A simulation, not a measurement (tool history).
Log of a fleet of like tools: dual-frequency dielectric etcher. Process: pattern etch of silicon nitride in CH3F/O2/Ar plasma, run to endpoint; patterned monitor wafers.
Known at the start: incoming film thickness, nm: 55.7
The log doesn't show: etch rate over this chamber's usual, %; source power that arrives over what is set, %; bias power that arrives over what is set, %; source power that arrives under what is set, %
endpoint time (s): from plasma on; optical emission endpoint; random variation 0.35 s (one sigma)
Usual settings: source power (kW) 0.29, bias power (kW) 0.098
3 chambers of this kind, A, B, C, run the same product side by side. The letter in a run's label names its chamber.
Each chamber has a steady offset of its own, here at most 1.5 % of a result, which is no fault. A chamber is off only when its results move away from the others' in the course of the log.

run    day  source power (kW)  bias power (kW)  hours since the last wet clean  hours since the last source power generator calibration  hours since the last bias power generator calibration  endpoint time (s)
 1A  0.296               0.29            0.098                           161.6                                                   2019.2                                                  998.1             80.779
 2B   0.65               0.29            0.098                           253.7                                                   1948.5                                                 1440.3             81.384
 3C  0.938               0.29            0.098                           246.2                                                    787.2                                                   1489             81.994
 4A  1.367               0.29            0.098                           187.3                                                   2044.9                                                 1023.8             81.124
 5C  1.708               0.29            0.098                           264.7                                                    805.7                                                 1507.5             82.219
 6B  2.046               0.29            0.108                           287.2                                                     1982                                                 1473.8             78.516
 7B  2.271               0.29            0.108                           292.6                                                   1987.4                                                 1479.2             78.251
 8C  2.754               0.29            0.108                           289.8                                                    830.8                                                 1532.6             79.327
 9A  3.017               0.29            0.098                           226.9                                                   2084.5                                                 1063.4             81.679
10C  3.342               0.29            0.098                           303.9                                                    844.9                                                 1546.7             82.033
11B    3.7               0.29            0.098                           326.9                                                   2021.7                                                 1513.5             80.579
12A  3.942               0.25            0.107                           249.1                                                   2106.7                                                 1085.6             82.462
13C  4.383               0.25            0.107                           328.9                                                    869.9                                                 1571.7             83.994
14A  4.821               0.25            0.107                           270.2                                                   2127.8                                                 1106.7             81.936
15B  5.071               0.29            0.098                           359.8                                                   2054.6                                                 1546.4             80.525
16A   5.55               0.29            0.098                           287.7                                                   2145.3                                                 1124.2             79.605
17C  5.975               0.29            0.098                           367.1                                                    908.1                                                 1609.9             81.922
18B    6.2               0.29            0.098                           386.9                                                   2081.7                                                 1573.5             81.514
19A  6.583               0.29            0.098                           312.5                                                   2170.1                                                   1149             78.527
20C  6.904               0.36            0.075                           389.4                                                    930.4                                                 1632.2             83.123
21B  7.146               0.36            0.075                           409.6                                                   2104.4                                                 1596.2             82.518
22C  7.396               0.36            0.075                           401.2                                                    942.2                                                   1644             83.129

Next, every chamber runs the same settings. What will each give?
23A  7.742               0.29            0.098                                                                                                                                                                  ?
23B  7.742               0.29            0.098                                                                                                                                                                  ?
23C  7.742               0.29            0.098                                                                                                                                                                  ?

run  endpoint time (s)
23A             77.696
23B             81.111
23C             82.511
